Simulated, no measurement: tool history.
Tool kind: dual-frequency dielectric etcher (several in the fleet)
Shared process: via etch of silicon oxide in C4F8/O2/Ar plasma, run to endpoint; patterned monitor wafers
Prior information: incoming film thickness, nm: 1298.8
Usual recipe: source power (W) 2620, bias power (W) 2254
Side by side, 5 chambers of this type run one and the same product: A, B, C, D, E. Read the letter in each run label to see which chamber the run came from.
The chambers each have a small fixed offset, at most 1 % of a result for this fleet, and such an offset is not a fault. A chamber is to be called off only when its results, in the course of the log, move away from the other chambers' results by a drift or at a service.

run,day,source power (W),bias power (W),hours since the last wet clean,hours since the last source power generator calibration,hours since the last bias power generator calibration,endpoint time (s)
1E,0.204,2620,2254,68.7,3394.1,1467.7,221.52
2A,0.525,2620,2254,188.6,4059.2,621.9,223.01
# day 0.904: chamber B: source power generator calibrated
3B,0.988,2620,2254,45.2,2.1,91.8,222.74
4C,1.408,2620,2254,281.7,3327.5,3916.7,221.96
5D,1.758,2620,2254,216.7,619.8,554.7,224.46
6C,2.217,2620,2254,301.1,3346.9,3936.1,221.77
7A,2.642,2620,2254,239.4,4110.0,672.7,222.91
8B,2.979,2620,2254,93.0,49.9,139.6,220.99
9E,3.321,2620,2254,143.5,3468.9,1542.5,220.52
10D,3.692,2620,2254,263.1,666.2,601.1,224.14
11E,4.004,2620,2254,159.9,3485.3,1558.9,221.91
12C,4.296,2620,2254,351.0,3396.8,3986.0,222.05
13D,4.533,2620,2254,283.3,686.4,621.3,224.88
# day 4.712: chamber E: source power generator calibrated
14B,4.808,2620,2254,136.9,93.8,183.5,220.84
15A,5.171,2620,2254,300.1,4170.7,733.4,223.42
# day 5.417: chamber C: source power generator calibrated
16A,5.479,2620,2254,307.5,4178.1,740.8,222.33
17D,5.738,2620,2254,312.2,715.3,650.2,224.75
18B,6.004,2620,2254,165.6,122.5,212.2,221.01
19E,6.412,2620,2254,217.7,40.8,1616.7,221.16
# day 6.417: chamber D: wet clean of the chamber
# day 6.425: chamber C: wet clean of the chamber
20C,6.775,2620,2254,8.5,32.6,4045.5,221.99
21E,7.212,3140,1946,236.9,60.0,1635.9,213.54
22D,7.654,3140,1946,29.8,761.3,696.2,216.38
23A,7.933,3140,1946,366.4,4237.0,799.7,214.23
24B,8.279,3140,1946,220.2,177.1,266.8,213.27
25C,8.521,3140,1946,50.4,74.5,4087.4,215.90
26E,8.904,2620,2254,277.5,100.6,1676.5,222.09
27D,9.292,2620,2254,69.1,800.6,735.5,222.78
28B,9.658,2620,2254,253.3,210.2,299.9,221.00
29C,9.958,2620,2254,84.9,109.0,4121.9,221.48
30A,10.350,2620,2254,424.4,4295.0,857.7,222.35

The same settings go to every chamber for the next run, one line per chamber below. Forecast the results for each:
31A,10.688,2620,2048,,,,?
31B,10.688,2620,2048,,,,?
31C,10.688,2620,2048,,,,?
31D,10.688,2620,2048,,,,?
31E,10.688,2620,2048,,,,?

run,endpoint time (s)
31A,229.42
31B,225.63
31C,229.44
31D,230.27
31E,226.79
